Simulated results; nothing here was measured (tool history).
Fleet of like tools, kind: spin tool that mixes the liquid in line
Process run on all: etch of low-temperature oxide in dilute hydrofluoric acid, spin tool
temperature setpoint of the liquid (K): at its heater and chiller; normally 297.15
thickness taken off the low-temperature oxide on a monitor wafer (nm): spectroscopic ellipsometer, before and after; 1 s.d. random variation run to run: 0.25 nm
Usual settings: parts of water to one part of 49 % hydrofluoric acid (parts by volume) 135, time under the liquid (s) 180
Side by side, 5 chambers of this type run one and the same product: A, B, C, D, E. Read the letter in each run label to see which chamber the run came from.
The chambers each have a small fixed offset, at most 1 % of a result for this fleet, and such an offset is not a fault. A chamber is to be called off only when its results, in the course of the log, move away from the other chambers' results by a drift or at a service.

run     day  temperature setpoint of the liquid (K)  parts of water to one part of 49 % hydrofluoric acid (parts by volume)  time under the liquid (s)  hours since the thermometer was replaced  hours since the hydrofluoric acid flow meter was replaced  read-back film thickness of the low-temperature oxide reference wafer, read on the same gauge (nm)  thickness taken off the low-temperature oxide on a monitor wafer (nm)
 1B   0.388                                  297.15                                                                     135                        180                                     376.5                                                     1326.9                                                                                              30.023                                                                 36.347
 2D   0.933                                  297.15                                                                     135                        180                                      68.9                                                      313.8                                                                                              29.996                                                                 37.092
 3A   1.325                                  297.15                                                                     135                        180                                    1749.2                                                      421.6                                                                                              29.996                                                                 36.656
 4E   1.571                                  297.15                                                                     135                        180                                    1073.9                                                     1448.3                                                                                              29.997                                                                 37.393
 5C   1.825                                  297.15                                                                     105                        180                                     757.0                                                     1021.0                                                                                              30.007                                                                 48.798
 6A   2.367                                  297.15                                                                     105                        180                                    1774.2                                                      446.6                                                                                              30.008                                                                 48.923
 7B   2.804                                  297.15                                                                     105                        180                                     434.5                                                     1384.9                                                                                              30.005                                                                 48.855
 8D   3.083                                  297.15                                                                     105                        180                                     120.5                                                      365.4                                                                                              30.018                                                                 49.323
      3.367  -- chamber A: hydrofluoric acid flow meter replaced
 9E   3.567                                  297.15                                                                     105                        180                                    1121.8                                                     1496.2                                                                                              29.984                                                                 49.618
10C   4.029                                  297.15                                                                     135                        180                                     809.9                                                     1073.9                                                                                              30.019                                                                 36.847
11B   4.342                                  297.15                                                                     135                        180                                     471.4                                                     1421.8                                                                                              29.996                                                                 36.878
12C   4.633                                  297.15                                                                     190                         90                                     824.4                                                     1088.4                                                                                              30.000                                                                 12.291
13D   5.058                                  297.15                                                                     190                         90                                     167.9                                                      412.8                                                                                              29.995                                                                 12.258
14E   5.408                                  297.15                                                                     190                         90                                    1166.0                                                     1540.4                                                                                              29.991                                                                 12.370
15A   5.662                                  297.15                                                                     190                         90                                    1853.3                                                       55.2                                                                                              29.992                                                                 12.273
16A   6.200                                  297.15                                                                     190                         90                                    1866.2                                                       68.1                                                                                              29.989                                                                 12.384
17E   6.479                                  297.15                                                                     135                        180                                    1191.7                                                     1566.1                                                                                              29.996                                                                 37.199
      6.700  -- chamber B: hydrofluoric acid flow meter replaced
18D   6.779                                  297.15                                                                     135                        180                                     209.2                                                      454.1                                                                                              29.996                                                                 36.672
19C   7.304                                  297.15                                                                     135                        180                                     888.5                                                     1152.5                                                                                              29.993                                                                 36.774
20B   7.708                                  297.15                                                                     135                        180                                     552.2                                                       24.3                                                                                              29.995                                                                 36.966
21A   8.146                                  297.15                                                                     135                        180                                    1912.9                                                      114.8                                                                                              29.997                                                                 36.344
      8.229  -- chamber D: hydrofluoric acid flow meter replaced
22C   8.488                                  297.15                                                                      95                        235                                     916.9                                                     1180.9                                                                                              30.010                                                                 70.991
23E   8.979                                  297.15                                                                      95                        235                                    1251.7                                                     1626.1                                                                                              30.017                                                                 71.521
24B   9.521                                  297.15                                                                      95                        235                                     595.7                                                       67.8                                                                                              30.012                                                                 71.916
25D  10.042                                  297.15                                                                      95                        235                                     287.5                                                       43.6                                                                                              29.982                                                                 72.410
26B  10.546                                  297.15                                                                      95                        235                                     620.3                                                       92.4                                                                                              30.010                                                                 71.357
27E  10.817                                  297.15                                                                     135                        180                                    1295.8                                                     1670.2                                                                                              29.994                                                                 37.040
28D  11.233                                  297.15                                                                     135                        180                                     316.1                                                       72.2                                                                                              30.016                                                                 36.715
     11.296  -- chamber C: hydrofluoric acid flow meter replaced
29C  11.746                                  297.15                                                                     190                        180                                     995.1                                                       10.9                                                                                              30.002                                                                 24.996
30A  12.192                                  297.15                                                                     190                        180                                    2010.0                                                      211.9                                                                                              30.000                                                                 24.197
31C  12.479                                  297.15                                                                     190                        180                                    1012.7                                                       28.5                                                                                              29.974                                                                 24.698
32A  13.000                                  297.15                                                                     190                        180                                    2029.4                                                      231.3                                                                                              29.987                                                                 24.600
33D  13.258                                  297.15                                                                     190                        180                                     364.7                                                      120.8                                                                                              30.005                                                                 24.539
34B  13.533                                  297.15                                                                     135                        180                                     692.0                                                      164.1                                                                                              30.008                                                                 37.201
35E  13.800                                  297.15                                                                     135                        180                                    1367.4                                                     1741.8                                                                                              29.998                                                                 36.686

Read the log: is a single chamber off, either drifting away or since a service, is the gauge that measures every chamber drifting, or is nothing wrong beyond small per-chamber offsets? Name any odd chamber and what most likely caused it.

No chamber is off and the gauge is stable; the differences are just each chamber's small, constant offset.

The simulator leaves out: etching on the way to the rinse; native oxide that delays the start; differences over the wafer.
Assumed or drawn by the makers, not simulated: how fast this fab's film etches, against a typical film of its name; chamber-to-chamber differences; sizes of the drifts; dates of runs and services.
